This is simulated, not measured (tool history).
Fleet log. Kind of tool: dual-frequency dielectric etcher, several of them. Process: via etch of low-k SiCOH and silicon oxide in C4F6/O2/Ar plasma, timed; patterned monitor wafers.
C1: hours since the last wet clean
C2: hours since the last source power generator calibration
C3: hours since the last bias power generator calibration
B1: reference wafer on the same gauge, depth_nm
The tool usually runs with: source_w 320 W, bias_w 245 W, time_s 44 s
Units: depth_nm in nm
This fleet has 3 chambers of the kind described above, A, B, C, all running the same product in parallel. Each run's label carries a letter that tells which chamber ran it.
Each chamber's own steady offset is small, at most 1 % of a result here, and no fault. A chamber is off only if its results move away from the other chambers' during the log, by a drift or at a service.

run 1C hour=5.3 | source_w=320 bias_w=245 time_s=44 | C1=90.8 C2=3680.2 C3=65.8 | B1=94.004 | depth_nm=115.89
run 2A hour=9.6 | source_w=320 bias_w=245 time_s=44 | C1=37.2 C2=2402.2 C3=2456 | B1=94.054 | depth_nm=117.36
run 3B hour=15.1 | source_w=320 bias_w=245 time_s=44 | C1=290.5 C2=605.6 C3=735.6 | B1=94.005 | depth_nm=117.63
run 4A hour=18.3 | source_w=320 bias_w=245 time_s=44 | C1=45.9 C2=2410.9 C3=2464.7 | B1=94.139 | depth_nm=117.22
run 5C hour=22.5 | source_w=320 bias_w=245 time_s=44 | C1=108 C2=3697.4 C3=83 | B1=94.048 | depth_nm=115.16
run 6B hour=27 | source_w=320 bias_w=245 time_s=44 | C1=302.4 C2=617.5 C3=747.5 | B1=94.003 | depth_nm=117.62
run 7A hour=31.3 | source_w=320 bias_w=245 time_s=44 | C1=58.9 C2=2423.9 C3=2477.7 | B1=93.957 | depth_nm=117.79
run 8C hour=34.8 | source_w=320 bias_w=245 time_s=44 | C1=120.3 C2=3709.7 C3=95.3 | B1=94.012 | depth_nm=116.31
run 9B hour=37.2 | source_w=320 bias_w=245 time_s=44 | C1=312.6 C2=627.7 C3=757.7 | B1=93.947 | depth_nm=117.65
run 10A hour=41.6 | source_w=320 bias_w=245 time_s=44 | C1=69.2 C2=2434.2 C3=2488 | B1=93.971 | depth_nm=116.89
run 11C hour=45.7 | source_w=320 bias_w=213 time_s=52.5 | C1=131.2 C2=3720.6 C3=106.2 | B1=93.99 | depth_nm=131.63
run 12B hour=48.5 | source_w=320 bias_w=213 time_s=52.5 | C1=323.9 C2=639 C3=769 | B1=94.009 | depth_nm=132.79
run 13C hour=53.3 | source_w=320 bias_w=213 time_s=52.5 | C1=138.8 C2=3728.2 C3=113.8 | B1=94.042 | depth_nm=132.21
run 14A hour=57.7 | source_w=320 bias_w=245 time_s=44 | C1=85.3 C2=2450.3 C3=2504.1 | B1=93.963 | depth_nm=116.96
run 15B hour=62 | source_w=320 bias_w=245 time_s=44 | C1=337.4 C2=652.5 C3=782.5 | B1=93.948 | depth_nm=115.83
run 16B hour=66 | source_w=320 bias_w=245 time_s=44 | C1=341.4 C2=656.5 C3=786.5 | B1=93.952 | depth_nm=116.37
run 17C hour=69 | source_w=320 bias_w=245 time_s=44 | C1=154.5 C2=3743.9 C3=129.5 | B1=94.018 | depth_nm=116.16
run 18A hour=72.1 | source_w=320 bias_w=245 time_s=44 | C1=99.7 C2=2464.7 C3=2518.5 | B1=94.035 | depth_nm=116.79
run 19B hour=75.3 | source_w=320 bias_w=245 time_s=44 | C1=350.7 C2=665.8 C3=795.8 | B1=94.059 | depth_nm=115.63
run 20A hour=78.8 | source_w=320 bias_w=273 time_s=44 | C1=106.4 C2=2471.4 C3=2525.2 | B1=93.998 | depth_nm=120.85
run 21C hour=84 | source_w=320 bias_w=273 time_s=44 | C1=169.5 C2=3758.9 C3=144.5 | B1=94.012 | depth_nm=121.29
run 22A hour=87.5 | source_w=320 bias_w=273 time_s=44 | C1=115.1 C2=2480.1 C3=2533.9 | B1=93.915 | depth_nm=122.26
run 23B hour=91.9 | source_w=320 bias_w=245 time_s=44 | C1=367.3 C2=682.4 C3=812.4 | B1=93.927 | depth_nm=114.69
run 24C hour=95.3 | source_w=320 bias_w=245 time_s=44 | C1=180.8 C2=3770.2 C3=155.8 | B1=94.05 | depth_nm=115.69
run 25A hour=99.7 | source_w=320 bias_w=245 time_s=44 | C1=127.3 C2=2492.3 C3=2546.1 | B1=94.052 | depth_nm=115.96
run 26C hour=104.6 | source_w=320 bias_w=245 time_s=44 | C1=190.1 C2=3779.5 C3=165.1 | B1=94.061 | depth_nm=116.63
run 27B hour=107.3 | source_w=320 bias_w=245 time_s=44 | C1=382.7 C2=697.8 C3=827.8 | B1=93.998 | depth_nm=114.06
run 28C hour=112.1 | source_w=320 bias_w=245 time_s=44 | C1=197.6 C2=3787 C3=172.6 | B1=93.977 | depth_nm=115.63
run 29A hour=116.5 | source_w=320 bias_w=245 time_s=44 | C1=144.1 C2=2509.1 C3=2562.9 | B1=94 | depth_nm=117.08
run 30B hour=120.2 | source_w=320 bias_w=245 time_s=44 | C1=395.6 C2=710.7 C3=840.7 | B1=93.931 | depth_nm=114
run 31C hour=123.3 | source_w=320 bias_w=245 time_s=44 | C1=208.8 C2=3798.2 C3=183.8 | B1=94.137 | depth_nm=115.42
run 32B hour=127.4 | source_w=320 bias_w=245 time_s=44 | C1=402.8 C2=717.9 C3=847.9 | B1=94.108 | depth_nm=113.18
run 33A hour=131.4 | source_w=320 bias_w=301 time_s=39.5 | C1=159 C2=2524 C3=2577.8 | B1=93.963 | depth_nm=113.28
run 34B hour=135.9 | source_w=320 bias_w=301 time_s=39.5 | C1=411.3 C2=726.4 C3=856.4 | B1=94.041 | depth_nm=109.15
run 35C hour=140.1 | source_w=320 bias_w=301 time_s=39.5 | C1=225.6 C2=3815 C3=200.6 | B1=93.957 | depth_nm=111.33
run 36A hour=143.2 | source_w=320 bias_w=245 time_s=44 | C1=170.8 C2=2535.8 C3=2589.6 | B1=93.91 | depth_nm=117.51

All 3 chambers run these settings next. Forecast each chamber's results:
run 37A hour=147.1 | source_w=320 bias_w=245 time_s=44 | depth_nm=?
run 37B hour=147.1 | source_w=320 bias_w=245 time_s=44 | depth_nm=?
run 37C hour=147.1 | source_w=320 bias_w=245 time_s=44 | depth_nm=?

run=37A depth_nm=117.31
run=37B depth_nm=112.54
run=37C depth_nm=116.44
